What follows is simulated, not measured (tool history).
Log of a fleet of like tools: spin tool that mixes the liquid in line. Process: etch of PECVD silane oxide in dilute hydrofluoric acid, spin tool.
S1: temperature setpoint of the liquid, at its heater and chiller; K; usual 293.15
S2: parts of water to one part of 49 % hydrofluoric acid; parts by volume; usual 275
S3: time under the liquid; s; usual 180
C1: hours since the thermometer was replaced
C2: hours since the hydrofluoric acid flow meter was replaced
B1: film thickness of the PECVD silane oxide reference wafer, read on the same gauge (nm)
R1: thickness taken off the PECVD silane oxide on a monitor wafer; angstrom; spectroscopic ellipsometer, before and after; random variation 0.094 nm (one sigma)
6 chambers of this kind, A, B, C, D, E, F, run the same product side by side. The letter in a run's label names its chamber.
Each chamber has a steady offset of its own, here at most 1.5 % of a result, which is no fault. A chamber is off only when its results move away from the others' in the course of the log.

Run 1B, hour 9: usual settings; C1 910; C2 485.7; B1 69.976. Result: R1 147.48 angstrom.
Run 2F, hour 17.5: usual settings; C1 1947.5; C2 334.4; B1 69.977. Result: R1 148.77 angstrom.
Run 3E, hour 30.6: usual settings; C1 505.5; C2 151.1; B1 70.014. Result: R1 145.68 angstrom.
Run 4C, hour 41.4: usual settings; C1 1422.3; C2 279.1; B1 69.996. Result: R1 145.62 angstrom.
At hour 46.4: chamber C: thermometer replaced.
Run 5A, hour 53.9: usual settings; C1 362.3; C2 621.9; B1 69.986. Result: R1 148.14 angstrom.
Run 6D, hour 67.9: usual settings; C1 504.3; C2 1055.2; B1 70.011. Result: R1 147.79 angstrom.
Run 7C, hour 77.1: usual settings; C1 30.7; C2 314.8; B1 70.003. Result: R1 144.88 angstrom.
Run 8D, hour 84.6: usual settings; C1 521; C2 1071.9; B1 69.991. Result: R1 146.09 angstrom.
Run 9F, hour 93.6: usual settings; C1 2023.6; C2 410.5; B1 69.995. Result: R1 149.6 angstrom.
Run 10E, hour 99.8: usual settings; C1 574.7; C2 220.3; B1 69.999. Result: R1 147.55 angstrom.
Run 11B, hour 106: usual settings; C1 1007; C2 582.7; B1 70.013. Result: R1 147.38 angstrom.
Run 12A, hour 115.6: usual settings; C1 424; C2 683.6; B1 69.976. Result: R1 147.29 angstrom.
Run 13A, hour 125.3: usual settings; C1 433.7; C2 693.3; B1 69.988. Result: R1 148.44 angstrom.
At hour 130.1: chamber F: thermometer replaced.
Run 14E, hour 132.5: usual settings; C1 607.4; C2 253; B1 69.976. Result: R1 148.43 angstrom.
Run 15F, hour 146.3: usual settings; C1 16.2; C2 463.2; B1 70.007. Result: R1 149.19 angstrom.
Run 16B, hour 156.2: usual settings; C1 1057.2; C2 632.9; B1 69.995. Result: R1 145.81 angstrom.
Run 17D, hour 164.2: usual settings; C1 600.6; C2 1151.5; B1 70.002. Result: R1 145.83 angstrom.
At hour 173.8: chamber D: thermometer replaced.
Run 18C, hour 176.7: usual settings; C1 130.3; C2 414.4; B1 69.991. Result: R1 143.38 angstrom.
Run 19C, hour 184.6: usual settings; C1 138.2; C2 422.3; B1 70.009. Result: R1 144.75 angstrom.
At hour 186: chamber F: hydrofluoric acid flow meter replaced.
Run 20B, hour 190.7: usual settings; C1 1091.7; C2 667.4; B1 70.002. Result: R1 146 angstrom.
Run 21A, hour 203.4: usual settings; C1 511.8; C2 771.4; B1 69.973. Result: R1 146.87 angstrom.
Run 22F, hour 214.9: usual settings but S1 296.65 K, S2 185 parts by volume; C1 84.8; C2 28.9; B1 69.997. Result: R1 269.39 angstrom.
Run 23E, hour 224.9: usual settings but S1 296.65 K, S2 185 parts by volume; C1 699.8; C2 345.4; B1 69.968. Result: R1 270.13 angstrom.
Run 24D, hour 232.2: usual settings but S1 296.65 K, S2 185 parts by volume; C1 58.5; C2 1219.5; B1 69.975. Result: R1 276.67 angstrom.
Run 25B, hour 245.3: usual settings but S1 296.65 K, S2 185 parts by volume; C1 1146.3; C2 722; B1 69.994. Result: R1 273.43 angstrom.
Run 26D, hour 251.7: usual settings but S1 296.65 K, S2 185 parts by volume; C1 78; C2 1239; B1 70. Result: R1 273.2 angstrom.
Run 27A, hour 263.2: usual settings but S1 296.65 K, S2 185 parts by volume; C1 571.6; C2 831.2; B1 69.994. Result: R1 278.32 angstrom.
Run 28C, hour 277.2: usual settings; C1 230.8; C2 514.9; B1 69.984. Result: R1 145.85 angstrom.
Run 29F, hour 286.6: usual settings; C1 156.5; C2 100.6; B1 69.992. Result: R1 146.68 angstrom.
Run 30E, hour 296: usual settings; C1 770.9; C2 416.5; B1 70.009. Result: R1 140.93 angstrom.
Run 31B, hour 309.6: usual settings; C1 1210.6; C2 786.3; B1 69.981. Result: R1 147.39 angstrom.
Run 32F, hour 321.9: usual settings; C1 191.8; C2 135.9; B1 70.001. Result: R1 147.67 angstrom.
Run 33D, hour 332.3: usual settings; C1 158.6; C2 1319.6; B1 70.008. Result: R1 146.64 angstrom.
At hour 334.9: chamber A: hydrofluoric acid flow meter replaced.
Run 34C, hour 344.2: usual settings; C1 297.8; C2 581.9; B1 70.004. Result: R1 144.03 angstrom.
At hour 347.3: chamber E: hydrofluoric acid flow meter replaced.
Run 35E, hour 356.7: usual settings; C1 831.6; C2 9.5; B1 70.026. Result: R1 136.84 angstrom.
Run 36A, hour 364.6: usual settings; C1 673; C2 29.7; B1 70.02. Result: R1 148.49 angstrom.
Run 37D, hour 374.9: usual settings; C1 201.2; C2 1362.2; B1 70.004. Result: R1 144.82 angstrom.
Run 38B, hour 384.9: usual settings but S1 296.65 K, S2 170 parts by volume; C1 1285.9; C2 861.6; B1 70.011. Result: R1 295.55 angstrom.
Run 39C, hour 394.5: usual settings but S1 296.65 K, S2 170 parts by volume; C1 348.1; C2 632.2; B1 70.003. Result: R1 302.05 angstrom.

Is one chamber off against the others, does the gauge drift, or is nothing wrong? If a chamber is off, say which, and what the likeliest cause is.

Chamber E drifts away from the others.
Cause: liquid colder than its thermometer reads (K) = 2.28.

Here are 4 candidates for chamber E's next run, each the usual settings with a change, their results left as question marks. Which one brings its results back in line with what the others give on the usual settings?
In line means no further than this from the other chambers' mean on the usual settings: R1 3.3 angstrom
Run 40E-1, hour 404.5: usual settings but S3 165 s. Result: R1 ?.
Run 40E-2, hour 404.5: usual settings but S3 195 s. Result: R1 ?.
Run 40E-3, hour 404.5: usual settings but S1 292.65 K, S2 300 parts by volume. Result: R1 ?.
Run 40E-4, hour 404.5: usual settings but S1 293.65 K, S2 250 parts by volume. Result: R1 ?.

The other chambers' mean on the usual settings: R1 146.53 angstrom
  run      R1
40E-1  124.36
40E-2  146.97
40E-3  119.52
40E-4  155.45
40E-2 brings the chamber back in line.
